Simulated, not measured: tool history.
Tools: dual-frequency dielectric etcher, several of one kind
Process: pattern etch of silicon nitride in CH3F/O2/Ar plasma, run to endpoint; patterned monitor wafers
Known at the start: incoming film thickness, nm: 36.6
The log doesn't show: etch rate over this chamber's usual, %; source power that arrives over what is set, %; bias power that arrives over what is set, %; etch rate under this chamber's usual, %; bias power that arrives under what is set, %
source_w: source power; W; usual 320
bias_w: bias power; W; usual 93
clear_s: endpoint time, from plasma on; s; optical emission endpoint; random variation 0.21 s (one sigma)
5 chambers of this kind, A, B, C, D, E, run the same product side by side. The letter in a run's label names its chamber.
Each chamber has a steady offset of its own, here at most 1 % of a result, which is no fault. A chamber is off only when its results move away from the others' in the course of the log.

run,hour,source_w,bias_w,hours since the last wet clean,hours since the last source power generator calibration,hours since the last bias power generator calibration,clear_s
1C,4.9,320,93,429.1,1337.1,2562.2,52.699
2B,9.6,320,93,321.8,1641.5,3135.7,52.328
# hour 15.3: chamber E: source power generator calibrated
3E,15.7,320,93,281.3,0.4,821.4,52.972
# hour 16.5: chamber C: bias power generator calibrated
4A,23.2,320,93,143.1,143.6,3775.4,52.685
5D,28.1,320,93,319,784.6,655.6,52.939
6E,34.9,320,93,300.5,19.6,840.6,53.02
7D,38.8,320,93,329.7,795.3,666.3,52.889
8B,44.9,320,93,357.1,1676.8,3171,51.926
9A,48.3,320,93,168.2,168.7,3800.5,52.466
10C,53.9,320,93,478.1,1386.1,37.4,52.928
11A,58.6,320,93,178.5,179,3810.8,52.353
# hour 62.1: chamber C: wet clean of the chamber
12C,62.9,320,93,0.9,1395.1,46.4,53.089
13B,70.1,290,104,382.3,1702,3196.2,51.698
# hour 73.6: chamber D: wet clean of the chamber
14E,77.2,290,104,342.8,61.9,882.9,51.956
15D,83.6,290,104,10,840.1,711.1,52.645
16C,86.9,290,104,24.9,1419.1,70.4,52.503
17A,94,290,104,213.9,214.4,3846.2,52.333
18E,100.2,290,93,365.8,84.9,905.9,54.373
19B,104.9,290,93,417.1,1736.8,3231,53.941
20D,109.9,290,93,36.3,866.4,737.4,54.752
21B,114.6,290,93,426.8,1746.5,3240.7,54.021
22D,120.3,290,93,46.7,876.8,747.8,54.882
23A,124.6,320,93,244.5,245,3876.8,53.092
24C,130.1,320,93,68.1,1462.3,113.6,52.585
25E,133.5,320,93,399.1,118.2,939.2,52.229
26E,137.4,320,93,403,122.1,943.1,52.802
27A,143.6,320,93,263.5,264,3895.8,52.65
28B,150,320,93,462.2,1781.9,3276.1,52.467
29D,153.5,320,93,79.9,910,781,53.02
30C,156.8,320,93,94.8,1489,140.3,52.851
31A,162,260,83,281.9,282.4,3914.2,58.93
32D,167.2,260,83,93.6,923.7,794.7,60.016

Is one chamber off against the others, does the gauge drift, or is nothing wrong? If a chamber is off, say which, and what the likeliest cause is.

No chamber stands off beyond its own small offset, and the gauge holds steady.

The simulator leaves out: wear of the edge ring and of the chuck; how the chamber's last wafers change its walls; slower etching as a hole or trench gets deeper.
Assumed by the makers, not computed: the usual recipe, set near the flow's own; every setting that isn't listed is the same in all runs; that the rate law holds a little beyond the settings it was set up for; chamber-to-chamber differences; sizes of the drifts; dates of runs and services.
